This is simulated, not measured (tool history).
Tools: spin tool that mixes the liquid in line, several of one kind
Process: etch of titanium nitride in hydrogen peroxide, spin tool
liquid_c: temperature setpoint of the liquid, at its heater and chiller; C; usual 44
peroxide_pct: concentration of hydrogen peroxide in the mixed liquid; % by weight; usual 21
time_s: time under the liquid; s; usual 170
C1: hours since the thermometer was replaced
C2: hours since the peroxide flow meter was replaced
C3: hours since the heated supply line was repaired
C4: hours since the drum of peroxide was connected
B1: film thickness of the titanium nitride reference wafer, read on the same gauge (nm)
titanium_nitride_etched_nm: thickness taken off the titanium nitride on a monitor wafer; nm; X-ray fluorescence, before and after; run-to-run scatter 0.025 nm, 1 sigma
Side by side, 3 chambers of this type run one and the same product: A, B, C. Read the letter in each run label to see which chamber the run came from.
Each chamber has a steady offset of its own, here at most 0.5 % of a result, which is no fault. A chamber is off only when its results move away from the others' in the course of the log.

{"run": "1A", "hour": 7.5, "liquid_c": 44, "peroxide_pct": 21, "time_s": 170, "C1": 226.5, "C2": 245.2, "C3": 272.5, "C4": 508, "B1": 109.99, "titanium_nitride_etched_nm": 5.2135}
{"run": "2C", "hour": 12.8, "liquid_c": 44, "peroxide_pct": 21, "time_s": 170, "C1": 1318, "C2": 763.4, "C3": 973.9, "C4": 68.5, "B1": 110.01, "titanium_nitride_etched_nm": 5.1919}
{"run": "3B", "hour": 18.5, "liquid_c": 44, "peroxide_pct": 21, "time_s": 170, "C1": 1933.3, "C2": 1127.6, "C3": 973.5, "C4": 469.2, "B1": 109.98, "titanium_nitride_etched_nm": 5.2101}
{"run": "4C", "hour": 22.7, "liquid_c": 44, "peroxide_pct": 21, "time_s": 170, "C1": 1327.9, "C2": 773.3, "C3": 983.8, "C4": 78.4, "B1": 110.01, "titanium_nitride_etched_nm": 5.2136}
{"run": "5A", "hour": 28.3, "liquid_c": 44, "peroxide_pct": 21, "time_s": 170, "C1": 247.3, "C2": 266, "C3": 293.3, "C4": 528.8, "B1": 110.03, "titanium_nitride_etched_nm": 5.2104}
{"run": "6B", "hour": 33.3, "liquid_c": 49, "peroxide_pct": 21, "time_s": 75, "C1": 1948.1, "C2": 1142.4, "C3": 988.3, "C4": 484, "B1": 109.99, "titanium_nitride_etched_nm": 3.3018}
{"hour": 35.4, "done": "chamber B: peroxide flow meter replaced"}
{"run": "7C", "hour": 40.2, "liquid_c": 49, "peroxide_pct": 21, "time_s": 75, "C1": 1345.4, "C2": 790.8, "C3": 1001.3, "C4": 95.9, "B1": 110, "titanium_nitride_etched_nm": 3.3359}
{"run": "8B", "hour": 48.6, "liquid_c": 49, "peroxide_pct": 21, "time_s": 75, "C1": 1963.4, "C2": 13.2, "C3": 1003.6, "C4": 499.3, "B1": 109.97, "titanium_nitride_etched_nm": 3.3207}
{"run": "9A", "hour": 56.1, "liquid_c": 44, "peroxide_pct": 14.5, "time_s": 240, "C1": 275.1, "C2": 293.8, "C3": 321.1, "C4": 556.6, "B1": 110, "titanium_nitride_etched_nm": 6.8411}
{"run": "10A", "hour": 60.5, "liquid_c": 44, "peroxide_pct": 14.5, "time_s": 240, "C1": 279.5, "C2": 298.2, "C3": 325.5, "C4": 561, "B1": 109.99, "titanium_nitride_etched_nm": 6.8501}
{"run": "11B", "hour": 64.4, "liquid_c": 44, "peroxide_pct": 14.5, "time_s": 240, "C1": 1979.2, "C2": 29, "C3": 1019.4, "C4": 515.1, "B1": 109.99, "titanium_nitride_etched_nm": 6.7454}
{"run": "12C", "hour": 69.5, "liquid_c": 44, "peroxide_pct": 21, "time_s": 170, "C1": 1374.7, "C2": 820.1, "C3": 1030.6, "C4": 125.2, "B1": 109.97, "titanium_nitride_etched_nm": 5.1737}
{"run": "13B", "hour": 76.1, "liquid_c": 44, "peroxide_pct": 21, "time_s": 170, "C1": 1990.9, "C2": 40.7, "C3": 1031.1, "C4": 526.8, "B1": 109.95, "titanium_nitride_etched_nm": 5.2083}
{"run": "14C", "hour": 81.3, "liquid_c": 44, "peroxide_pct": 21, "time_s": 170, "C1": 1386.5, "C2": 831.9, "C3": 1042.4, "C4": 137, "B1": 109.96, "titanium_nitride_etched_nm": 5.1386}
{"run": "15A", "hour": 87.1, "liquid_c": 44, "peroxide_pct": 21, "time_s": 170, "C1": 306.1, "C2": 324.8, "C3": 352.1, "C4": 587.6, "B1": 110, "titanium_nitride_etched_nm": 5.1844}
{"run": "16B", "hour": 93.9, "liquid_c": 44, "peroxide_pct": 21, "time_s": 170, "C1": 2008.7, "C2": 58.5, "C3": 1048.9, "C4": 544.6, "B1": 109.96, "titanium_nitride_etched_nm": 5.2291}
{"run": "17A", "hour": 100.7, "liquid_c": 44, "peroxide_pct": 21, "time_s": 255, "C1": 319.7, "C2": 338.4, "C3": 365.7, "C4": 601.2, "B1": 109.99, "titanium_nitride_etched_nm": 7.8055}
{"run": "18C", "hour": 107.3, "liquid_c": 44, "peroxide_pct": 21, "time_s": 255, "C1": 1412.5, "C2": 857.9, "C3": 1068.4, "C4": 163, "B1": 110.01, "titanium_nitride_etched_nm": 7.6924}
{"run": "19C", "hour": 116.1, "liquid_c": 44, "peroxide_pct": 21, "time_s": 255, "C1": 1421.3, "C2": 866.7, "C3": 1077.2, "C4": 171.8, "B1": 109.98, "titanium_nitride_etched_nm": 7.6541}
{"run": "20B", "hour": 120.3, "liquid_c": 39.5, "peroxide_pct": 18, "time_s": 170, "C1": 2035.1, "C2": 84.9, "C3": 1075.3, "C4": 571, "B1": 109.98, "titanium_nitride_etched_nm": 3.5856}
{"run": "21A", "hour": 126.3, "liquid_c": 39.5, "peroxide_pct": 18, "time_s": 170, "C1": 345.3, "C2": 364, "C3": 391.3, "C4": 626.8, "B1": 110.01, "titanium_nitride_etched_nm": 3.6184}
{"run": "22A", "hour": 131.3, "liquid_c": 39.5, "peroxide_pct": 18, "time_s": 170, "C1": 350.3, "C2": 369, "C3": 396.3, "C4": 631.8, "B1": 109.99, "titanium_nitride_etched_nm": 3.5893}
{"run": "23B", "hour": 139.0, "liquid_c": 44, "peroxide_pct": 21, "time_s": 170, "C1": 2053.8, "C2": 103.6, "C3": 1094, "C4": 589.7, "B1": 109.98, "titanium_nitride_etched_nm": 5.2302}
{"run": "24C", "hour": 144.1, "liquid_c": 44, "peroxide_pct": 21, "time_s": 170, "C1": 1449.3, "C2": 894.7, "C3": 1105.2, "C4": 199.8, "B1": 109.98, "titanium_nitride_etched_nm": 5.0662}
{"run": "25B", "hour": 150.0, "liquid_c": 44, "peroxide_pct": 21, "time_s": 170, "C1": 2064.8, "C2": 114.6, "C3": 1105, "C4": 600.7, "B1": 110.01, "titanium_nitride_etched_nm": 5.228}
{"hour": 151.1, "done": "chamber A: new drum of peroxide connected"}
{"run": "26C", "hour": 155.8, "liquid_c": 44, "peroxide_pct": 21, "time_s": 170, "C1": 1461, "C2": 906.4, "C3": 1116.9, "C4": 211.5, "B1": 110.02, "titanium_nitride_etched_nm": 5.0479}
{"run": "27A", "hour": 164.6, "liquid_c": 40, "peroxide_pct": 21, "time_s": 260, "C1": 383.6, "C2": 402.3, "C3": 429.6, "C4": 13.5, "B1": 109.99, "titanium_nitride_etched_nm": 5.9501}
{"run": "28A", "hour": 171.3, "liquid_c": 40, "peroxide_pct": 21, "time_s": 260, "C1": 390.3, "C2": 409, "C3": 436.3, "C4": 20.2, "B1": 109.96, "titanium_nitride_etched_nm": 5.9443}
{"run": "29C", "hour": 176.9, "liquid_c": 40, "peroxide_pct": 21, "time_s": 260, "C1": 1482.1, "C2": 927.5, "C3": 1138, "C4": 232.6, "B1": 110.01, "titanium_nitride_etched_nm": 5.6248}
{"run": "30B", "hour": 184.4, "liquid_c": 44, "peroxide_pct": 21, "time_s": 170, "C1": 2099.2, "C2": 149, "C3": 1139.4, "C4": 635.1, "B1": 109.99, "titanium_nitride_etched_nm": 5.1734}
{"run": "31A", "hour": 190.0, "liquid_c": 44, "peroxide_pct": 21, "time_s": 170, "C1": 409, "C2": 427.7, "C3": 455, "C4": 38.9, "B1": 109.98, "titanium_nitride_etched_nm": 5.2069}
{"hour": 190.6, "done": "chamber A: peroxide flow meter replaced"}
{"hour": 194.1, "done": "chamber C: thermometer replaced"}
{"run": "32B", "hour": 197.5, "liquid_c": 44, "peroxide_pct": 21, "time_s": 170, "C1": 2112.3, "C2": 162.1, "C3": 1152.5, "C4": 648.2, "B1": 110.04, "titanium_nitride_etched_nm": 5.165}
{"run": "33C", "hour": 205.4, "liquid_c": 44, "peroxide_pct": 21, "time_s": 170, "C1": 11.4, "C2": 956, "C3": 1166.5, "C4": 261.1, "B1": 110.01, "titanium_nitride_etched_nm": 4.9926}
{"run": "34B", "hour": 213.8, "liquid_c": 44, "peroxide_pct": 21, "time_s": 170, "C1": 2128.6, "C2": 178.4, "C3": 1168.8, "C4": 664.5, "B1": 109.98, "titanium_nitride_etched_nm": 5.2456}
{"run": "35C", "hour": 218.0, "liquid_c": 44, "peroxide_pct": 16.5, "time_s": 170, "C1": 24, "C2": 968.6, "C3": 1179.1, "C4": 273.7, "B1": 109.99, "titanium_nitride_etched_nm": 4.7032}
{"run": "36A", "hour": 221.8, "liquid_c": 44, "peroxide_pct": 16.5, "time_s": 170, "C1": 440.8, "C2": 31.3, "C3": 486.8, "C4": 70.7, "B1": 109.98, "titanium_nitride_etched_nm": 4.9588}
{"run": "37B", "hour": 229.7, "liquid_c": 44, "peroxide_pct": 16.5, "time_s": 170, "C1": 2144.5, "C2": 194.3, "C3": 1184.7, "C4": 680.4, "B1": 109.98, "titanium_nitride_etched_nm": 4.9263}
{"run": "38C", "hour": 238.4, "liquid_c": 44, "peroxide_pct": 21, "time_s": 170, "C1": 44.4, "C2": 989, "C3": 1199.5, "C4": 294.1, "B1": 109.99, "titanium_nitride_etched_nm": 4.9474}
{"run": "39A", "hour": 246.8, "liquid_c": 47.5, "peroxide_pct": 25.5, "time_s": 170, "C1": 465.8, "C2": 56.3, "C3": 511.8, "C4": 95.7, "B1": 109.95, "titanium_nitride_etched_nm": 7.0747}
{"run": "40C", "hour": 253.7, "liquid_c": 47.5, "peroxide_pct": 25.5, "time_s": 170, "C1": 59.7, "C2": 1004.3, "C3": 1214.8, "C4": 309.4, "B1": 110.01, "titanium_nitride_etched_nm": 6.6229}
{"run": "41B", "hour": 258.2, "liquid_c": 47.5, "peroxide_pct": 25.5, "time_s": 170, "C1": 2173, "C2": 222.8, "C3": 1213.2, "C4": 708.9, "B1": 110.02, "titanium_nitride_etched_nm": 6.9514}
{"run": "42A", "hour": 265.9, "liquid_c": 44, "peroxide_pct": 17, "time_s": 170, "C1": 484.9, "C2": 75.4, "C3": 530.9, "C4": 114.8, "B1": 110.02, "titanium_nitride_etched_nm": 4.9425}

What goes on in this fleet: one chamber off, a drifting gauge, or nothing beyond the chambers' own small offsets? Name the chamber and the cause, if any.

It is chamber C that slowly wanders off from its peers.
Likeliest cause: temperature lost on the way to the wafer (K) = 0.9.

Below are 4 candidate recipes for chamber C's next run, each the usual settings with a change, their results shown as question marks. Which of them brings C's results back in line with what the other chambers give on the usual settings?
To be in line, a result may differ from the other chambers' mean on the usual settings by at most: titanium_nitride_etched_nm 0.087 nm
{"run": "43C-1", "hour": 272.2, "liquid_c": 43.5, "peroxide_pct": 21, "time_s": 165, "titanium_nitride_etched_nm": "?"}
{"run": "43C-2", "hour": 272.2, "liquid_c": 44, "peroxide_pct": 21, "time_s": 165, "titanium_nitride_etched_nm": "?"}
{"run": "43C-3", "hour": 272.2, "liquid_c": 44, "peroxide_pct": 21, "time_s": 175, "titanium_nitride_etched_nm": "?"}
{"run": "43C-4", "hour": 272.2, "liquid_c": 44.5, "peroxide_pct": 21, "time_s": 175, "titanium_nitride_etched_nm": "?"}

The other chambers' mean on the usual settings: titanium_nitride_etched_nm 5.2125 nm
run=43C-1 titanium_nitride_etched_nm=4.5771
run=43C-2 titanium_nitride_etched_nm=4.7569
run=43C-3 titanium_nitride_etched_nm=5.0452
run=43C-4 titanium_nitride_etched_nm=5.2427
43C-4 is the one that brings the chamber's results back in line with the other chambers.

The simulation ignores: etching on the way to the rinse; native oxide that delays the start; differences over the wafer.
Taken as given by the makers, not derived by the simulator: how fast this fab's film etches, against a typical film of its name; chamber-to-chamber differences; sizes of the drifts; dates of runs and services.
